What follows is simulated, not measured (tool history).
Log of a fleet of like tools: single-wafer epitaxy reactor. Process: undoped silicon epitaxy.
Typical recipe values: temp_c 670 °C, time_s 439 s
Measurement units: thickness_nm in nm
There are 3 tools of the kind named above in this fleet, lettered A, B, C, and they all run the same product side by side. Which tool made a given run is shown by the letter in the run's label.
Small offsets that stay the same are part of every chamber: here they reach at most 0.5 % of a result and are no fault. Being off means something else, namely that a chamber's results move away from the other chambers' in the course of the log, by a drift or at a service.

run	hour	temp_c	time_s	read-back reference wafer on the same gauge, thickness_nm	thickness_nm
1C	12.2	670	439	97.036	112.770
2B	22.0	670	439	97.037	113.340
3A	28.1	670	439	97.083	112.920
4B	34.6	670	439	97.074	113.260
5C	40.2	670	439	97.116	112.900
6A	50.0	670	439	97.134	113.230
7B	57.7	670	439	97.113	113.430
8C	68.5	670	439	97.215	113.130
9A	77.2	670	439	97.230	113.110
10A	88.9	665	439	97.244	102.150
11B	98.8	665	439	97.293	102.110
12C	108.6	665	439	97.311	101.830
13C	118.8	670	439	97.360	113.130
14B	127.6	675	469	97.359	134.450
15A	134.5	675	469	97.386	134.670
16C	144.5	675	469	97.400	134.650
17A	155.7	670	439	97.452	113.640
18B	163.3	670	439	97.492	113.780
19A	169.6	661	413	97.493	88.282
20C	177.7	661	413	97.515	88.047

Next, every chamber runs the same settings. What will each give?
21A	186.7	670	483		?
21B	186.7	670	483		?
21C	186.7	670	483		?

run	thickness_nm
21A	124.810
21B	124.860
21C	124.460
